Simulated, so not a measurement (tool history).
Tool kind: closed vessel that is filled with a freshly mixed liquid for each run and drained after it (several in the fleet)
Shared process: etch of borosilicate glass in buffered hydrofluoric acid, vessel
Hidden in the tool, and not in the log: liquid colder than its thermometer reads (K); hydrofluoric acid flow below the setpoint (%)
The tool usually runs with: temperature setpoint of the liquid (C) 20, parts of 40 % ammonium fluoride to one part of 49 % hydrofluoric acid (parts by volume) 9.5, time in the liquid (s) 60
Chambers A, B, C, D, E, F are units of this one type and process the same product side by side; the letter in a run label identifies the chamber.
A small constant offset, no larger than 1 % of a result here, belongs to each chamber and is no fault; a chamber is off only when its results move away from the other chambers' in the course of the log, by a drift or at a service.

| run | day | temperature setpoint of the liquid (C) | parts of 40 % ammonium fluoride to one part of 49 % hydrofluoric acid (parts by volume) | time in the liquid (s) | hours since the thermometer was replaced | hours since the hydrofluoric acid flow meter was replaced | read-back film thickness of the borosilicate glass reference wafer, read on the same gauge (nm) | thickness taken off the borosilicate glass on a monitor wafer (nm) |
|---|---|---|---|---|---|---|---|---|
| 1A | 0.179 | 20 | 9.5 | 60 | 2937.9 | 90.1 | 60.004 | 62.175 |
| 2B | 0.396 | 20 | 9.5 | 60 | 1394.7 | 481.9 | 59.972 | 61.309 |
| 3C | 0.550 | 20 | 9.5 | 60 | 2490.4 | 1714.3 | 60.061 | 61.816 |
| 4D | 0.792 | 20 | 9.5 | 60 | 649.7 | 161.9 | 59.999 | 61.487 |
| 5E | 0.962 | 20 | 9.5 | 60 | 417.3 | 92.7 | 59.997 | 62.346 |
| 6F | 1.092 | 20 | 9.5 | 60 | 666.4 | 233.8 | 60.030 | 62.140 |
| 7E | 1.208 | 20 | 9.5 | 60 | 423.2 | 98.6 | 60.023 | 61.884 |
| 8A | 1.396 | 20 | 9.5 | 60 | 2967.1 | 119.3 | 59.951 | 62.527 |
| 9C | 1.508 | 20 | 9.5 | 60 | 2513.4 | 1737.3 | 59.954 | 62.275 |
| 10F | 1.725 | 20 | 10.5 | 75 | 681.6 | 249.0 | 60.012 | 71.376 |
|  | 1.800 | chamber A: thermometer replaced |
| 11B | 1.912 | 20 | 10.5 | 75 | 1431.1 | 518.3 | 59.995 | 70.654 |
|  | 1.925 | chamber C: thermometer replaced |
| 12D | 2.071 | 20 | 10.5 | 75 | 680.4 | 192.6 | 59.989 | 70.722 |
| 13B | 2.288 | 20 | 10.5 | 75 | 1440.1 | 527.3 | 60.006 | 71.169 |
| 14A | 2.454 | 20 | 10.5 | 75 | 15.8 | 144.7 | 60.012 | 69.873 |
|  | 2.675 | chamber C: hydrofluoric acid flow meter replaced |
| 15E | 2.692 | 20 | 10.5 | 75 | 458.8 | 134.2 | 60.024 | 71.446 |
| 16C | 2.883 | 20 | 9.5 | 60 | 23.1 | 5.1 | 60.029 | 61.726 |
| 17D | 3.075 | 20 | 9.5 | 35 | 704.5 | 216.7 | 59.968 | 36.387 |
| 18F | 3.200 | 20 | 9.5 | 35 | 717.0 | 284.4 | 60.031 | 35.877 |
| 19D | 3.362 | 20 | 9.5 | 35 | 711.4 | 223.6 | 59.976 | 35.525 |
| 20C | 3.496 | 20 | 9.5 | 35 | 37.8 | 19.8 | 60.025 | 36.040 |
| 21F | 3.692 | 20 | 9.5 | 35 | 728.8 | 296.2 | 59.951 | 35.421 |
| 22A | 3.825 | 20 | 9.5 | 35 | 48.7 | 177.6 | 59.966 | 36.100 |
| 23E | 3.962 | 20 | 9.5 | 60 | 489.3 | 164.7 | 60.012 | 61.450 |
| 24B | 4.083 | 20 | 9.5 | 60 | 1483.2 | 570.4 | 60.054 | 60.942 |
| 25F | 4.338 | 23 | 9.5 | 60 | 744.3 | 311.7 | 60.021 | 70.951 |
| 26A | 4.550 | 23 | 9.5 | 60 | 66.1 | 195.0 | 60.062 | 72.932 |
| 27C | 4.788 | 23 | 9.5 | 60 | 68.8 | 50.8 | 60.019 | 71.818 |
| 28D | 4.938 | 23 | 9.5 | 60 | 749.2 | 261.4 | 59.950 | 73.164 |
| 29E | 5.050 | 23 | 9.5 | 60 | 515.4 | 190.8 | 60.032 | 72.988 |
| 30B | 5.267 | 23 | 9.5 | 60 | 1511.6 | 598.8 | 59.979 | 71.694 |
| 31D | 5.412 | 20 | 9.5 | 60 | 760.6 | 272.8 | 60.046 | 62.587 |
| 32A | 5.671 | 20 | 10.5 | 30 | 93.0 | 221.9 | 60.023 | 28.223 |
| 33E | 5.912 | 20 | 10.5 | 30 | 536.1 | 211.5 | 59.971 | 28.022 |
| 34F | 6.138 | 20 | 10.5 | 30 | 787.5 | 354.9 | 60.001 | 26.820 |
| 35C | 6.288 | 20 | 10.5 | 30 | 104.8 | 86.8 | 60.021 | 28.846 |
| 36B | 6.512 | 20 | 10.5 | 30 | 1541.5 | 628.7 | 60.013 | 28.465 |
| 37D | 6.700 | 20 | 10.5 | 30 | 791.5 | 303.7 | 60.030 | 28.151 |
| 38E | 6.896 | 20 | 9.5 | 60 | 559.7 | 235.1 | 59.990 | 61.664 |
| 39B | 7.092 | 20 | 9.5 | 60 | 1555.4 | 642.6 | 60.005 | 60.564 |
| 40A | 7.262 | 20 | 12.5 | 60 | 131.2 | 260.1 | 59.978 | 47.185 |
| 41F | 7.483 | 20 | 12.5 | 60 | 819.8 | 387.2 | 59.997 | 43.772 |
| 42C | 7.729 | 20 | 12.5 | 60 | 139.4 | 121.4 | 59.967 | 48.362 |
| 43E | 7.858 | 20 | 12.5 | 60 | 582.8 | 258.2 | 59.999 | 46.879 |
| 44A | 7.988 | 20 | 12.5 | 60 | 148.6 | 277.5 | 59.979 | 48.027 |

Next, all 6 chambers run the settings below, one line each with question marks for the results. What does each chamber give?
| 45A | 8.171 | 20 | 12.0 | 60 |  |  |  | ? |
| 45B | 8.171 | 20 | 12.0 | 60 |  |  |  | ? |
| 45C | 8.171 | 20 | 12.0 | 60 |  |  |  | ? |
| 45D | 8.171 | 20 | 12.0 | 60 |  |  |  | ? |
| 45E | 8.171 | 20 | 12.0 | 60 |  |  |  | ? |
| 45F | 8.171 | 20 | 12.0 | 60 |  |  |  | ? |

| run | thickness taken off the borosilicate glass on a monitor wafer (nm) |
|---|---|
| 45A | 49.649 |
| 45B | 49.213 |
| 45C | 50.278 |
| 45D | 50.180 |
| 45E | 49.865 |
| 45F | 46.130 |
